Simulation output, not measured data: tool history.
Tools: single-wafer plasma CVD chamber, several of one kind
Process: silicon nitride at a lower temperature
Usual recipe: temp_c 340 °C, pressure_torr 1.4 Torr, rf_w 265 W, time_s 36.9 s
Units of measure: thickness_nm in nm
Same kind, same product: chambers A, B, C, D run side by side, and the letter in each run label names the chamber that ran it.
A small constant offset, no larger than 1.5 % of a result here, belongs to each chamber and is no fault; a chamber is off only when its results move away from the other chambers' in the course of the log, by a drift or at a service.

run,hour,temp_c,pressure_torr,rf_w,time_s,"read-back reference wafer on the same gauge, thickness_nm",thickness_nm
1D,8.1,340,1.4,265,36.9,35.507,38.5
2B,22.2,340,1.4,265,36.9,35.48,38.624
3A,33.8,340,1.4,265,36.9,35.471,38.846
# hour 44.1: chamber B: RF generator calibrated
4C,47.6,340,1.4,265,36.9,35.482,38.537
5A,55.5,340,1.4,265,36.9,35.477,38.938
6D,63.5,340,1.4,265,36.9,35.476,38.467
# hour 66.7: chamber C: capacitance manometer re-zeroed and calibrated
7B,78.9,332,1.4,285,36.9,35.471,40.598
8C,94,332,1.4,285,36.9,35.461,40.59
9B,106,332,1.4,285,36.9,35.45,40.668
10C,118.7,332,1.4,285,36.9,35.448,40.62
11A,132.4,340,1.4,265,36.9,35.441,38.814
12D,146.1,340,1.4,265,36.9,35.438,38.441
13D,160.8,340,1.4,265,36.9,35.434,38.356
14C,174.6,331,1.4,265,36.9,35.435,38.602
15B,186.2,331,1.4,265,36.9,35.41,38.675
16A,201.5,331,1.4,265,36.9,35.405,39.034
17B,209,331,1.4,265,36.9,35.407,38.612
18A,224.1,340,1.4,265,36.9,35.408,38.82
19D,236.3,340,1.4,265,36.9,35.398,38.328
20C,246.6,340,1.4,265,36.9,35.387,38.489
21B,262.7,340,1.4,265,36.9,35.397,38.521
22D,276.9,340,1.4,265,36.9,35.368,38.361
23C,288.4,340,1.4,265,29.8,35.378,30.944
24A,300.7,340,1.4,265,29.8,35.351,31.34
25C,309.4,340,1.4,265,29.8,35.384,31
26A,324.9,340,1.4,265,29.8,35.368,31.366
27D,333,340,1.4,265,36.9,35.357,38.346
28B,344.6,340,1.4,265,36.9,35.343,38.438
29B,359.6,340,1.4,265,36.9,35.345,38.453
30D,370.5,340,1.4,265,36.9,35.338,38.278
31C,378.4,340,1.4,265,36.9,35.319,38.478
32A,386.7,340,1.4,265,36.9,35.317,38.719
33D,398.6,340,1.4,225,36.9,35.317,34.111
34B,414.4,340,1.4,225,36.9,35.298,34.205
35A,427.2,340,1.4,225,36.9,35.316,34.619
36C,440.7,340,1.4,225,36.9,35.3,34.207
37D,447.7,340,1.4,265,36.9,35.295,38.297
38A,462.3,340,1.4,265,36.9,35.309,38.661

All chambers now run identical settings, listed one chamber a line with results as question marks. What results will each chamber show?
39A,473.9,340,1.4,265,36.9,,?
39B,473.9,340,1.4,265,36.9,,?
39C,473.9,340,1.4,265,36.9,,?
39D,473.9,340,1.4,265,36.9,,?

run,thickness_nm
39A,38.774
39B,38.405
39C,38.262
39D,38.178
